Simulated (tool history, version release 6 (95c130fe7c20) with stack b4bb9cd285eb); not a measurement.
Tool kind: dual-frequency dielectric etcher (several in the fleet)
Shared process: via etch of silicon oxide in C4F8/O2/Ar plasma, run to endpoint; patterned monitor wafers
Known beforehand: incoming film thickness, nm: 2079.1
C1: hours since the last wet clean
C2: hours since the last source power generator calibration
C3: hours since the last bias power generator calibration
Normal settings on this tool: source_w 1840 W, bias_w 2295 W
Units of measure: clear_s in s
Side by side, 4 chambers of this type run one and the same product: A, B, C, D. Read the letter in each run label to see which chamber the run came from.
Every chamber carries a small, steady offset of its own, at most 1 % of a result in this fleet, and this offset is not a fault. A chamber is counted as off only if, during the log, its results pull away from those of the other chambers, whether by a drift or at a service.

Run 1A, hour 4.2: usual settings; C1 176.1; C2 2245.2; C3 1680.4. Result: clear_s 407.41 s.
Run 2D, hour 9.2: usual settings; C1 467.8; C2 1440.5; C3 2880.3. Result: clear_s 408.95 s.
Run 3C, hour 12.6: usual settings; C1 401.2; C2 4190; C3 1823.8. Result: clear_s 408.41 s.
Run 4B, hour 17.5: usual settings; C1 459.2; C2 2939.7; C3 2039.8. Result: clear_s 409.59 s.
Run 5C, hour 21: usual settings; C1 409.6; C2 4198.4; C3 1832.2. Result: clear_s 407.87 s.
Run 6A, hour 27: usual settings; C1 198.9; C2 2268; C3 1703.2. Result: clear_s 406.28 s.
At hour 34.1: chamber C: wet clean of the chamber.
Run 7D, hour 34.2: usual settings; C1 492.8; C2 1465.5; C3 2905.3. Result: clear_s 409.44 s.
Run 8B, hour 37.8: usual settings; C1 479.5; C2 2960; C3 2060.1. Result: clear_s 408.52 s.
Run 9C, hour 45.2: usual settings; C1 11.2; C2 4222.6; C3 1856.4. Result: clear_s 406.82 s.
Run 10B, hour 50.5: usual settings; C1 492.2; C2 2972.7; C3 2072.8. Result: clear_s 410.56 s.
At hour 52.8: chamber A: bias power generator calibrated.
Run 11D, hour 57.5: usual settings; C1 516.1; C2 1488.8; C3 2928.6. Result: clear_s 408.82 s.
Run 12A, hour 64.6: usual settings; C1 236.5; C2 2305.6; C3 11.9. Result: clear_s 405.66 s.
Run 13A, hour 69: usual settings; C1 240.9; C2 2310; C3 16.3. Result: clear_s 407.95 s.
At hour 69.3: chamber C: source power generator calibrated.
At hour 72.5: chamber D: wet clean of the chamber.
Run 14D, hour 72.9: usual settings; C1 0.4; C2 1504.2; C3 2944. Result: clear_s 392.6 s.
Run 15C, hour 77.6: usual settings but source_w 1630 W, bias_w 1746 W; C1 43.6; C2 8.3; C3 1888.8. Result: clear_s 462.32 s.
Run 16B, hour 84.2: usual settings but source_w 1630 W, bias_w 1746 W; C1 525.9; C2 3006.4; C3 2106.5. Result: clear_s 467.61 s.
Run 17D, hour 88.9: usual settings but source_w 1630 W, bias_w 1746 W; C1 16.4; C2 1520.2; C3 2960. Result: clear_s 447.52 s.
Run 18C, hour 94.9: usual settings but source_w 1630 W, bias_w 1746 W; C1 60.9; C2 25.6; C3 1906.1. Result: clear_s 462.96 s.
Run 19B, hour 100: usual settings but bias_w 2640 W; C1 541.7; C2 3022.2; C3 2122.3. Result: clear_s 394.47 s.
Run 20A, hour 107: usual settings but bias_w 2640 W; C1 278.9; C2 2348; C3 54.3. Result: clear_s 387.72 s.
Run 21D, hour 112.1: usual settings but bias_w 2640 W; C1 39.6; C2 1543.4; C3 2983.2. Result: clear_s 379.39 s.
Run 22A, hour 117.9: usual settings but bias_w 2640 W; C1 289.8; C2 2358.9; C3 65.2. Result: clear_s 388.01 s.
Run 23B, hour 123.7: usual settings; C1 565.4; C2 3045.9; C3 2146. Result: clear_s 406.99 s.
Run 24C, hour 129.7: usual settings; C1 95.7; C2 60.4; C3 1940.9. Result: clear_s 408.48 s.
Run 25C, hour 134.2: usual settings; C1 100.2; C2 64.9; C3 1945.4. Result: clear_s 408.59 s.
Run 26B, hour 138.2: usual settings; C1 579.9; C2 3060.4; C3 2160.5. Result: clear_s 414.88 s.
Run 27A, hour 141.8: usual settings; C1 313.7; C2 2382.8; C3 89.1. Result: clear_s 402.2 s.
Run 28D, hour 147.5: usual settings; C1 75; C2 1578.8; C3 3018.6. Result: clear_s 388.41 s.
Run 29B, hour 152.2: usual settings; C1 593.9; C2 3074.4; C3 2174.5. Result: clear_s 410.7 s.
Run 30A, hour 159.4: usual settings; C1 331.3; C2 2400.4; C3 106.7. Result: clear_s 409.49 s.
At hour 161.6: chamber B: wet clean of the chamber.
Run 31D, hour 164.1: usual settings; C1 91.6; C2 1595.4; C3 3035.2. Result: clear_s 393.7 s.
Run 32C, hour 170.9: usual settings; C1 136.9; C2 101.6; C3 1982.1. Result: clear_s 404.49 s.
Run 33C, hour 174.6: usual settings but bias_w 1806 W; C1 140.6; C2 105.3; C3 1985.8. Result: clear_s 445.09 s.
Run 34B, hour 180.9: usual settings but bias_w 1806 W; C1 19.4; C2 3103.1; C3 2203.2. Result: clear_s 436.85 s.
Run 35A, hour 185.3: usual settings but bias_w 1806 W; C1 357.2; C2 2426.3; C3 132.6. Result: clear_s 436.59 s.
Run 36D, hour 191.4: usual settings but bias_w 1806 W; C1 118.9; C2 1622.7; C3 3062.5. Result: clear_s 420.17 s.
Run 37C, hour 194.8: usual settings; C1 160.8; C2 125.5; C3 2006. Result: clear_s 408.45 s.
Run 38D, hour 201: usual settings; C1 128.5; C2 1632.3; C3 3072.1. Result: clear_s 390.38 s.
Run 39A, hour 207.1: usual settings but source_w 2100 W, bias_w 2695 W; C1 379; C2 2448.1; C3 154.4. Result: clear_s 366.72 s.
Run 40B, hour 211.6: usual settings but source_w 2100 W, bias_w 2695 W; C1 50.1; C2 3133.8; C3 2233.9. Result: clear_s 369.37 s.

Does one chamber stand apart from the rest, does the shared gauge drift, or is all well apart from small per-chamber offsets? Give the chamber and the most likely cause, where there is one.

The work done on chamber D during a service left it standing apart from the others.
Cause: etch rate over this chamber's usual, % = 3.93.

Here are 4 candidates for chamber D's next run, each the usual settings with a change, their results left as question marks. Which one brings its results back in line with what the others give on the usual settings?
Maximum distance from the other chambers' mean on the usual settings for a result to count as in line: clear_s 8.8 s
Run 41D-1, hour 216.9: usual settings but source_w 1960 W, bias_w 2403 W. Result: clear_s ?.
Run 41D-2, hour 216.9: usual settings but source_w 1610 W, bias_w 2080 W. Result: clear_s ?.
Run 41D-3, hour 216.9: usual settings but source_w 2070 W, bias_w 2510 W. Result: clear_s ?.
Run 41D-4, hour 216.9: usual settings but source_w 1720 W, bias_w 2187 W. Result: clear_s ?.

Average result of the remaining chambers running the usual settings: clear_s 407.82 s
  run  clear_s
41D-1    378.1
41D-2    426.6
41D-3   365.24
41D-4   409.46
It is 41D-4 that realigns the chamber with its peers.
